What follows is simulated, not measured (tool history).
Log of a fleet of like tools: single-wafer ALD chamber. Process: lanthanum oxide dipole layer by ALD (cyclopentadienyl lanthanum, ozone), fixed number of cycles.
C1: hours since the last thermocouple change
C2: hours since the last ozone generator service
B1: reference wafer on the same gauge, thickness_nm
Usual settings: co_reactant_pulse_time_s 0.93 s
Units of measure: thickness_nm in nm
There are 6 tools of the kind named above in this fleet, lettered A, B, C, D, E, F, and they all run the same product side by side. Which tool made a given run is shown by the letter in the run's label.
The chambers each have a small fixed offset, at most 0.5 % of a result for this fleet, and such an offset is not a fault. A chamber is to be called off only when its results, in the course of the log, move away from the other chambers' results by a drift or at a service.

run 1B hour=10.4 | co_reactant_pulse_time_s=0.93 | C1=1138.7 C2=277.9 | B1=0.48401 | thickness_nm=0.48845
run 2A hour=17.5 | co_reactant_pulse_time_s=0.93 | C1=764.7 C2=438.6 | B1=0.48389 | thickness_nm=0.48907
run 3C hour=25.4 | co_reactant_pulse_time_s=0.93 | C1=634.3 C2=1991.0 | B1=0.48377 | thickness_nm=0.48666
run 4F hour=30.6 | co_reactant_pulse_time_s=0.93 | C1=1752.2 C2=745.4 | B1=0.48379 | thickness_nm=0.48983
run 5D hour=38.2 | co_reactant_pulse_time_s=0.93 | C1=249.4 C2=844.6 | B1=0.48373 | thickness_nm=0.48613
run 6E hour=45.8 | co_reactant_pulse_time_s=0.93 | C1=360.2 C2=49.9 | B1=0.48376 | thickness_nm=0.48985
run 7D hour=52.9 | co_reactant_pulse_time_s=0.93 | C1=264.1 C2=859.3 | B1=0.48358 | thickness_nm=0.48625
run 8F hour=61.0 | co_reactant_pulse_time_s=0.93 | C1=1782.6 C2=775.8 | B1=0.48339 | thickness_nm=0.49052
run 9E hour=66.3 | co_reactant_pulse_time_s=0.93 | C1=380.7 C2=70.4 | B1=0.48352 | thickness_nm=0.48906
run 10C hour=71.7 | co_reactant_pulse_time_s=0.93 | C1=680.6 C2=2037.3 | B1=0.48344 | thickness_nm=0.48504
run 11A hour=78.4 | co_reactant_pulse_time_s=0.93 | C1=825.6 C2=499.5 | B1=0.48342 | thickness_nm=0.48703
run 12B hour=83.0 | co_reactant_pulse_time_s=0.93 | C1=1211.3 C2=350.5 | B1=0.48332 | thickness_nm=0.48821
run 13A hour=89.1 | co_reactant_pulse_time_s=0.93 | C1=836.3 C2=510.2 | B1=0.48324 | thickness_nm=0.48721
run 14B hour=96.7 | co_reactant_pulse_time_s=1.15 | C1=1225.0 C2=364.2 | B1=0.48334 | thickness_nm=0.51839
run 15F hour=102.9 | co_reactant_pulse_time_s=1.15 | C1=1824.5 C2=817.7 | B1=0.48330 | thickness_nm=0.52126
run 16D hour=110.9 | co_reactant_pulse_time_s=1.15 | C1=322.1 C2=917.3 | B1=0.48302 | thickness_nm=0.51851
run 17C hour=120.1 | co_reactant_pulse_time_s=1.15 | C1=729.0 C2=2085.7 | B1=0.48299 | thickness_nm=0.51750
run 18E hour=125.1 | co_reactant_pulse_time_s=1.15 | C1=439.5 C2=129.2 | B1=0.48310 | thickness_nm=0.52120
run 19F hour=131.7 | co_reactant_pulse_time_s=1.15 | C1=1853.3 C2=846.5 | B1=0.48308 | thickness_nm=0.52286
-- hour=135.1 chamber F: thermocouple changed; heater temperature recalibrated
run 20C hour=137.4 | co_reactant_pulse_time_s=0.93 | C1=746.3 C2=2103.0 | B1=0.48292 | thickness_nm=0.48570
run 21D hour=144.4 | co_reactant_pulse_time_s=0.93 | C1=355.6 C2=950.8 | B1=0.48296 | thickness_nm=0.48545
run 22E hour=153.1 | co_reactant_pulse_time_s=0.93 | C1=467.5 C2=157.2 | B1=0.48283 | thickness_nm=0.48829
run 23A hour=157.8 | co_reactant_pulse_time_s=0.93 | C1=905.0 C2=578.9 | B1=0.48285 | thickness_nm=0.48717
run 24B hour=163.7 | co_reactant_pulse_time_s=0.93 | C1=1292.0 C2=431.2 | B1=0.48278 | thickness_nm=0.48656
run 25A hour=172.5 | co_reactant_pulse_time_s=0.93 | C1=919.7 C2=593.6 | B1=0.48268 | thickness_nm=0.48713
run 26F hour=178.9 | co_reactant_pulse_time_s=1.10 | C1=43.8 C2=893.7 | B1=0.48271 | thickness_nm=0.51571
run 27B hour=184.2 | co_reactant_pulse_time_s=1.10 | C1=1312.5 C2=451.7 | B1=0.48255 | thickness_nm=0.51198
run 28E hour=190.9 | co_reactant_pulse_time_s=1.10 | C1=505.3 C2=195.0 | B1=0.48252 | thickness_nm=0.51510
-- hour=196.4 chamber C: ozone generator serviced
run 29C hour=201.0 | co_reactant_pulse_time_s=1.10 | C1=809.9 C2=4.7 | B1=0.48230 | thickness_nm=0.51074
run 30D hour=207.7 | co_reactant_pulse_time_s=1.10 | C1=418.9 C2=1014.1 | B1=0.48236 | thickness_nm=0.51109
run 31B hour=215.4 | co_reactant_pulse_time_s=1.10 | C1=1343.7 C2=482.9 | B1=0.48245 | thickness_nm=0.51219
run 32C hour=224.3 | co_reactant_pulse_time_s=0.70 | C1=833.2 C2=28.0 | B1=0.48230 | thickness_nm=0.43174
run 33D hour=232.2 | co_reactant_pulse_time_s=0.70 | C1=443.4 C2=1038.6 | B1=0.48211 | thickness_nm=0.43251
run 34A hour=241.7 | co_reactant_pulse_time_s=0.70 | C1=988.9 C2=662.8 | B1=0.48222 | thickness_nm=0.43393
run 35E hour=246.8 | co_reactant_pulse_time_s=0.70 | C1=561.2 C2=250.9 | B1=0.48227 | thickness_nm=0.43553
run 36F hour=256.3 | co_reactant_pulse_time_s=0.70 | C1=121.2 C2=971.1 | B1=0.48200 | thickness_nm=0.43530
run 37D hour=262.1 | co_reactant_pulse_time_s=0.70 | C1=473.3 C2=1068.5 | B1=0.48205 | thickness_nm=0.43292
run 38F hour=271.4 | co_reactant_pulse_time_s=0.68 | C1=136.3 C2=986.2 | B1=0.48200 | thickness_nm=0.43087
run 39C hour=280.9 | co_reactant_pulse_time_s=0.68 | C1=889.8 C2=84.6 | B1=0.48177 | thickness_nm=0.42611
run 40E hour=287.5 | co_reactant_pulse_time_s=0.68 | C1=601.9 C2=291.6 | B1=0.48175 | thickness_nm=0.42962

Has any chamber moved away from the others, gradually or after a service, or does the common gauge drift, or do the chambers differ only by their own small steady offsets? State the chamber and the most likely cause if one applies.

None of the chambers is off. What moves is the gauge, dragging all their readings along together.
Likeliest cause: gauge reads low (%) = 0.457.
